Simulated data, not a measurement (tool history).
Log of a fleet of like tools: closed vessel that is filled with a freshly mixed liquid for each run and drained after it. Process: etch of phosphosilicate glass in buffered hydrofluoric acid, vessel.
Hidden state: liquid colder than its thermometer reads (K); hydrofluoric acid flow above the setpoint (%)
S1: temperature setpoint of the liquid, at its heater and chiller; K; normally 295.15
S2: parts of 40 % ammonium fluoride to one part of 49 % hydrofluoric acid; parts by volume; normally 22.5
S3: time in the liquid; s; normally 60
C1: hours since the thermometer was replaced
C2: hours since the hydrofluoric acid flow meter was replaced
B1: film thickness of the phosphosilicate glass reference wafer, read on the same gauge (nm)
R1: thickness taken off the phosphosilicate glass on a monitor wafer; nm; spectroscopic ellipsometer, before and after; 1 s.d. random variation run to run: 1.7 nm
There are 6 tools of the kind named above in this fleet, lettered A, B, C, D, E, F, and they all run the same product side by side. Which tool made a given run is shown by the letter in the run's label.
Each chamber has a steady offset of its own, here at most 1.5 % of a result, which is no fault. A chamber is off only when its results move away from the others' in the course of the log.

{"run": "1B", "day": 0.358, "S1": 295.15, "S2": 22.5, "S3": 60, "C1": 1949.7, "C2": 390.1, "B1": 89.955, "R1": 246.84}
{"run": "2C", "day": 0.608, "S1": 295.15, "S2": 22.5, "S3": 60, "C1": 701.7, "C2": 1156.7, "B1": 89.968, "R1": 254.23}
{"run": "3D", "day": 0.85, "S1": 295.15, "S2": 22.5, "S3": 60, "C1": 1119.1, "C2": 301.9, "B1": 89.979, "R1": 251.58}
{"run": "4E", "day": 1.117, "S1": 295.15, "S2": 22.5, "S3": 60, "C1": 759.2, "C2": 157.3, "B1": 90.044, "R1": 253.97}
{"run": "5F", "day": 1.375, "S1": 295.15, "S2": 22.5, "S3": 60, "C1": 390.4, "C2": 1023.8, "B1": 90.001, "R1": 257.62}
{"run": "6A", "day": 1.638, "S1": 295.15, "S2": 22.5, "S3": 60, "C1": 1714.7, "C2": 405, "B1": 89.968, "R1": 254.37}
{"run": "7F", "day": 2.038, "S1": 295.15, "S2": 22.5, "S3": 60, "C1": 406.3, "C2": 1039.7, "B1": 90.022, "R1": 255.21}
{"run": "8E", "day": 2.471, "S1": 295.15, "S2": 22.5, "S3": 60, "C1": 791.7, "C2": 189.8, "B1": 89.989, "R1": 256.87}
{"run": "9C", "day": 2.708, "S1": 295.15, "S2": 22.5, "S3": 60, "C1": 752.1, "C2": 1207.1, "B1": 89.962, "R1": 258.7}
{"run": "10A", "day": 2.962, "S1": 295.15, "S2": 22.5, "S3": 60, "C1": 1746.5, "C2": 436.8, "B1": 89.991, "R1": 252.4}
{"run": "11B", "day": 3.296, "S1": 295.15, "S2": 22.5, "S3": 60, "C1": 2020.2, "C2": 460.6, "B1": 90.005, "R1": 245.35}
{"run": "12D", "day": 3.633, "S1": 295.15, "S2": 22.5, "S3": 60, "C1": 1185.9, "C2": 368.7, "B1": 89.985, "R1": 253.32}
{"run": "13C", "day": 3.888, "S1": 295.15, "S2": 22.5, "S3": 60, "C1": 780.4, "C2": 1235.4, "B1": 89.983, "R1": 256.74}
{"run": "14F", "day": 4.217, "S1": 295.15, "S2": 22.5, "S3": 60, "C1": 458.6, "C2": 1092, "B1": 89.972, "R1": 256.16}
{"run": "15B", "day": 4.562, "S1": 295.15, "S2": 22.5, "S3": 60, "C1": 2050.6, "C2": 491, "B1": 90.002, "R1": 251.83}
{"run": "16E", "day": 4.921, "S1": 298.15, "S2": 30, "S3": 60, "C1": 850.5, "C2": 248.6, "B1": 90.013, "R1": 246.72}
{"run": "17A", "day": 5.325, "S1": 298.15, "S2": 30, "S3": 60, "C1": 1803.2, "C2": 493.5, "B1": 89.968, "R1": 248.22}
{"run": "18D", "day": 5.629, "S1": 298.15, "S2": 30, "S3": 60, "C1": 1233.8, "C2": 416.6, "B1": 90.009, "R1": 241.8}
{"run": "19A", "day": 5.867, "S1": 298.15, "S2": 30, "S3": 60, "C1": 1816.2, "C2": 506.5, "B1": 89.997, "R1": 248.61}
{"run": "20B", "day": 6.221, "S1": 298.15, "S2": 30, "S3": 60, "C1": 2090.4, "C2": 530.8, "B1": 89.984, "R1": 241.89}
{"run": "21D", "day": 6.558, "S1": 298.15, "S2": 30, "S3": 60, "C1": 1256.1, "C2": 438.9, "B1": 90.001, "R1": 246.34}
{"run": "22E", "day": 6.838, "S1": 295.15, "S2": 22.5, "S3": 60, "C1": 896.5, "C2": 294.6, "B1": 90.039, "R1": 252.49}
{"day": 6.875, "done": "chamber C: hydrofluoric acid flow meter replaced"}
{"run": "23F", "day": 7.183, "S1": 293.15, "S2": 22.5, "S3": 40, "C1": 529.8, "C2": 1163.2, "B1": 89.979, "R1": 153.9}
{"run": "24C", "day": 7.554, "S1": 293.15, "S2": 22.5, "S3": 40, "C1": 868.4, "C2": 16.3, "B1": 89.969, "R1": 152.86}
{"run": "25C", "day": 7.929, "S1": 293.15, "S2": 22.5, "S3": 40, "C1": 877.4, "C2": 25.3, "B1": 90.013, "R1": 152.17}
{"run": "26D", "day": 8.208, "S1": 293.15, "S2": 22.5, "S3": 40, "C1": 1295.7, "C2": 478.5, "B1": 90.014, "R1": 150.06}
{"run": "27B", "day": 8.604, "S1": 293.15, "S2": 22.5, "S3": 40, "C1": 2147.6, "C2": 588, "B1": 90.024, "R1": 147.13}
{"run": "28A", "day": 8.808, "S1": 293.15, "S2": 22.5, "S3": 40, "C1": 1886.8, "C2": 577.1, "B1": 90.054, "R1": 156.91}
{"day": 8.817, "done": "chamber B: thermometer replaced"}
{"run": "29F", "day": 9.042, "S1": 295.15, "S2": 22.5, "S3": 60, "C1": 574.4, "C2": 1207.8, "B1": 89.97, "R1": 254.86}
{"run": "30E", "day": 9.312, "S1": 295.15, "S2": 22.5, "S3": 60, "C1": 955.9, "C2": 354, "B1": 90.007, "R1": 253.63}
{"run": "31A", "day": 9.717, "S1": 295.15, "S2": 22.5, "S3": 60, "C1": 1908.6, "C2": 598.9, "B1": 90.034, "R1": 265.82}
{"run": "32E", "day": 9.921, "S1": 295.15, "S2": 22.5, "S3": 60, "C1": 970.5, "C2": 368.6, "B1": 90.021, "R1": 250.98}
{"run": "33F", "day": 10.188, "S1": 295.15, "S2": 22.5, "S3": 60, "C1": 601.9, "C2": 1235.3, "B1": 90.004, "R1": 253.35}
{"run": "34B", "day": 10.417, "S1": 295.15, "S2": 22.5, "S3": 60, "C1": 38.5, "C2": 631.5, "B1": 90.022, "R1": 249.1}
{"run": "35D", "day": 10.846, "S1": 295.15, "S2": 22.5, "S3": 60, "C1": 1359, "C2": 541.8, "B1": 89.969, "R1": 250.54}
{"run": "36C", "day": 11.271, "S1": 295.15, "S2": 22.5, "S3": 60, "C1": 957.6, "C2": 105.5, "B1": 90.002, "R1": 256.44}
{"run": "37A", "day": 11.633, "S1": 295.15, "S2": 22.5, "S3": 60, "C1": 1954.6, "C2": 644.9, "B1": 89.97, "R1": 267.4}
{"run": "38B", "day": 11.821, "S1": 295.15, "S2": 22.5, "S3": 60, "C1": 72.2, "C2": 665.2, "B1": 90.016, "R1": 249.06}
{"run": "39C", "day": 12.146, "S1": 295.15, "S2": 22.5, "S3": 60, "C1": 978.6, "C2": 126.5, "B1": 90.023, "R1": 253.32}

For the next run the whole fleet of 6 chambers uses the same settings. Give each chamber's results:
{"run": "40A", "day": 12.458, "S1": 295.15, "S2": 22.5, "S3": 60, "R1": "?"}
{"run": "40B", "day": 12.458, "S1": 295.15, "S2": 22.5, "S3": 60, "R1": "?"}
{"run": "40C", "day": 12.458, "S1": 295.15, "S2": 22.5, "S3": 60, "R1": "?"}
{"run": "40D", "day": 12.458, "S1": 295.15, "S2": 22.5, "S3": 60, "R1": "?"}
{"run": "40E", "day": 12.458, "S1": 295.15, "S2": 22.5, "S3": 60, "R1": "?"}
{"run": "40F", "day": 12.458, "S1": 295.15, "S2": 22.5, "S3": 60, "R1": "?"}

run=40A R1=271.6
run=40B R1=248.62
run=40C R1=256
run=40D R1=253.74
run=40E R1=256.22
run=40F R1=253.67

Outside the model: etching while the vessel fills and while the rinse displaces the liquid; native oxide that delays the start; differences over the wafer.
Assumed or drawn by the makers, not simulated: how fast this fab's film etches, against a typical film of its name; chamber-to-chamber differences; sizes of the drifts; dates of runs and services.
